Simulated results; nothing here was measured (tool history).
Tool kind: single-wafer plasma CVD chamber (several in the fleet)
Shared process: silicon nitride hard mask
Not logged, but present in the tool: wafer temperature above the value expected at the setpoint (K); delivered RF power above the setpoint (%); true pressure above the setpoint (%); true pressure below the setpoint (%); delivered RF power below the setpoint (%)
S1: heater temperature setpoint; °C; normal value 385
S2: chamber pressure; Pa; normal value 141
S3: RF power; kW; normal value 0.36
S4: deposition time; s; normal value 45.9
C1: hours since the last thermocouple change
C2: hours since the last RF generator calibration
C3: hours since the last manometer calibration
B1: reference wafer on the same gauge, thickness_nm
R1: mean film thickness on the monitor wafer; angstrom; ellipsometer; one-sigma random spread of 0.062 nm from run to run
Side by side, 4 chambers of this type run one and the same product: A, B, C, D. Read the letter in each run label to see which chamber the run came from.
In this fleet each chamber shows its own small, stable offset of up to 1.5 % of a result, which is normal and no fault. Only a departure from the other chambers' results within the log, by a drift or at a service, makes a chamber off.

| run | hour | S1 | S2 | S3 | S4 | C1 | C2 | C3 | B1 | R1 |
|---|---|---|---|---|---|---|---|---|---|---|
| 1A | 8.2 | 385 | 141 | 0.36 | 45.9 | 538 | 683.1 | 305.8 | 53.108 | 519.16 |
| 2C | 17.8 | 385 | 141 | 0.36 | 45.9 | 243.9 | 405.1 | 343.3 | 53.115 | 525.5 |
|  | 19.4 | chamber D: RF generator calibrated |
| 3B | 25.6 | 385 | 141 | 0.36 | 45.9 | 1787.7 | 1164.2 | 697.2 | 53.112 | 523.98 |
|  | 32.3 | chamber D: capacitance manometer re-zeroed and calibrated |
| 4D | 33.8 | 385 | 141 | 0.36 | 45.9 | 2236.5 | 14.4 | 1.6 | 53.135 | 524.52 |
| 5D | 45.7 | 385 | 141 | 0.36 | 45.9 | 2248.4 | 26.3 | 13.5 | 53.159 | 524.59 |
| 6C | 55.4 | 385 | 141 | 0.36 | 45.9 | 281.5 | 442.7 | 380.9 | 53.163 | 525.01 |
| 7A | 62.4 | 385 | 141 | 0.36 | 45.9 | 592.2 | 737.3 | 360 | 53.181 | 520.82 |
| 8B | 72.8 | 385 | 141 | 0.36 | 45.9 | 1834.9 | 1211.4 | 744.4 | 53.186 | 524.38 |
| 9A | 78.7 | 385 | 141 | 0.36 | 45.9 | 608.5 | 753.6 | 376.3 | 53.185 | 520.55 |
| 10D | 86.1 | 385 | 141 | 0.36 | 45.9 | 2288.8 | 66.7 | 53.9 | 53.185 | 523.91 |
| 11C | 95.1 | 385 | 141 | 0.36 | 45.9 | 321.2 | 482.4 | 420.6 | 53.232 | 526.43 |
| 12B | 105.5 | 385 | 141 | 0.36 | 45.9 | 1867.6 | 1244.1 | 777.1 | 53.24 | 523.57 |
| 13C | 115.1 | 385 | 141 | 0.36 | 45.9 | 341.2 | 502.4 | 440.6 | 53.231 | 526.77 |
| 14D | 123.2 | 385 | 141 | 0.36 | 45.9 | 2325.9 | 103.8 | 91 | 53.24 | 526.16 |
| 15B | 130 | 385 | 141 | 0.36 | 45.9 | 1892.1 | 1268.6 | 801.6 | 53.255 | 526.19 |
| 16A | 137 | 385 | 141 | 0.36 | 45.9 | 666.8 | 811.9 | 434.6 | 53.275 | 521.85 |
| 17B | 145.1 | 385 | 141 | 0.36 | 45.9 | 1907.2 | 1283.7 | 816.7 | 53.268 | 525.69 |
| 18D | 155.2 | 385 | 141 | 0.36 | 45.9 | 2357.9 | 135.8 | 123 | 53.289 | 525.19 |
| 19C | 166.6 | 385 | 141 | 0.36 | 45.9 | 392.7 | 553.9 | 492.1 | 53.289 | 527.16 |
| 20A | 177 | 385 | 141 | 0.36 | 45.9 | 706.8 | 851.9 | 474.6 | 53.305 | 521.16 |
| 21A | 182.8 | 385 | 120 | 0.36 | 50.1 | 712.6 | 857.7 | 480.4 | 53.331 | 536.85 |
|  | 183.4 | chamber D: thermocouple changed; heater temperature recalibrated |
| 22B | 192.4 | 385 | 120 | 0.36 | 50.1 | 1954.5 | 1331 | 864 | 53.327 | 541.11 |
| 23C | 203 | 385 | 120 | 0.36 | 50.1 | 429.1 | 590.3 | 528.5 | 53.344 | 542.71 |
| 24D | 214.3 | 385 | 120 | 0.36 | 50.1 | 30.9 | 194.9 | 182.1 | 53.33 | 542.76 |

Which is it: a chamber that has drifted or been left off by a service, a gauge drift common to all chambers, or only each chamber's usual small offset? If a chamber is off, name it and its likeliest cause.

None of the chambers is off. What moves is the gauge, dragging all their readings along together.
What lies behind it: gauge reads high (%) = 0.494.
